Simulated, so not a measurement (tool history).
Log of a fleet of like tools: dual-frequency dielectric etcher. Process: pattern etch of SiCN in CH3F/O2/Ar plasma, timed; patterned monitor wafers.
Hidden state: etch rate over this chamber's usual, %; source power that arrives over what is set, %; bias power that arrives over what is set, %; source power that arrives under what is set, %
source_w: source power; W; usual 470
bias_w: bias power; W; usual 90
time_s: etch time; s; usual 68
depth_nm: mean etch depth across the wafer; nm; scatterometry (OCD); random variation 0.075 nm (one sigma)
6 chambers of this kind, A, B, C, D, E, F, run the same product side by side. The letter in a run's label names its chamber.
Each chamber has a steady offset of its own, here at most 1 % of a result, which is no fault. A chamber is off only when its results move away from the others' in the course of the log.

run	day	source_w	bias_w	time_s	hours since the last wet clean	hours since the last source power generator calibration	hours since the last bias power generator calibration	read-back reference wafer on the same gauge, depth_nm	depth_nm
1A	0.221	470	90	68	153.3	2257	1556.6	32.905	29.518
2E	0.638	470	90	68	115.9	373.3	1509.2	32.896	29.51
3F	0.933	470	90	68	51	205.1	3116.7	32.879	29.689
4B	1.192	470	90	68	270.6	67.4	2711	32.88	29.6
5D	1.558	470	90	68	514.3	4230.8	1539.2	32.905	29.51
6C	1.938	470	90	68	375.4	1455.7	48.5	32.913	29.427
7A	2.292	470	90	68	203	2306.7	1606.3	32.89	29.431
8B	2.733	470	90	68	307.6	104.4	2748	32.886	29.721
9E	3.129	470	90	68	175.7	433.1	1569	32.898	29.554
10F	3.367	470	90	68	109.4	263.5	3175.1	32.894	29.602
11C	3.717	470	90	68	418.1	1498.4	91.2	32.931	29.323
12D	4.1	470	83	83.5	575.3	4291.8	1600.2	32.896	34.984
# day 4.392: chamber D: wet clean of the chamber
13D	4.417	470	83	83.5	0.7	4299.4	1607.8	32.894	35.015
14C	4.896	470	83	83.5	446.4	1526.7	119.5	32.895	35.082
15A	5.275	470	83	83.5	274.6	2378.3	1677.9	32.896	35.123
16F	5.65	470	83	83.5	164.2	318.3	3229.9	32.881	35.142
17B	5.896	470	83	83.5	383.5	180.3	2823.9	32.904	35.204
18E	6.275	470	90	68	251.2	508.6	1644.5	32.894	29.531
19D	6.612	470	90	68	53.4	4352.1	1660.5	32.907	29.39
20C	7.008	470	90	68	497.1	1577.4	170.2	32.92	29.398
# day 7.35: chamber B: wet clean of the chamber
21B	7.504	470	90	68	3.8	218.9	2862.5	32.893	29.522
# day 7.558: chamber C: wet clean of the chamber
22A	7.971	470	90	68	339.3	2443	1742.6	32.882	29.382
23F	8.483	470	90	68	232.2	386.3	3297.9	32.901	29.587
24E	8.725	470	90	68	310	567.4	1703.3	32.907	29.628
# day 8.921: chamber D: source power generator calibrated
25B	9.121	470	90	68	42.6	257.7	2901.3	32.89	29.528
# day 9.15: chamber A: wet clean of the chamber
26D	9.358	470	90	68	119.3	10.6	1726.4	32.874	28.925
27E	9.583	470	90	68	330.6	588	1723.9	32.908	29.584
28F	9.808	470	90	68	264	418.1	3329.7	32.898	29.655
29A	10.288	410	90	68	27.3	2498.6	1798.2	32.902	28.082
30C	10.638	410	90	68	73.9	1664.5	257.3	32.906	28.077
31B	10.958	410	90	68	86.7	301.8	2945.4	32.885	28.154
32F	11.379	410	90	68	301.7	455.8	3367.4	32.894	28.09
33C	11.846	410	90	68	102.9	1693.5	286.3	32.896	28.003
34E	12.288	410	90	68	395.5	652.9	1788.8	32.881	28
35D	12.538	470	90	80	195.6	86.9	1802.7	32.87	33.973
36A	13.046	470	90	80	93.5	2564.8	1864.4	32.9	34.415
37F	13.529	470	90	80	353.3	507.4	3419	32.913	34.809
38D	13.904	470	90	80	228.4	119.7	1835.5	32.894	34.005
39C	14.317	470	90	80	162.2	1752.8	345.6	32.907	34.635
# day 14.667: chamber F: wet clean of the chamber
40B	14.808	470	90	80	179.1	394.2	3037.8	32.918	34.848
41E	15.208	470	90	68	465.6	723	1858.9	32.91	29.592
42A	15.5	470	90	68	152.4	2623.7	1923.3	32.897	29.409
43F	15.933	470	74	68	30.4	565.1	3476.7	32.906	27.41

All 6 chambers run these settings next. Forecast each chamber's results:
44A	16.3	470	90	52					?
44B	16.3	470	90	52					?
44C	16.3	470	90	52					?
44D	16.3	470	90	52					?
44E	16.3	470	90	52					?
44F	16.3	470	90	52					?

run	depth_nm
44A	22.382
44B	22.61
44C	22.579
44D	22.117
44E	22.576
44F	22.646

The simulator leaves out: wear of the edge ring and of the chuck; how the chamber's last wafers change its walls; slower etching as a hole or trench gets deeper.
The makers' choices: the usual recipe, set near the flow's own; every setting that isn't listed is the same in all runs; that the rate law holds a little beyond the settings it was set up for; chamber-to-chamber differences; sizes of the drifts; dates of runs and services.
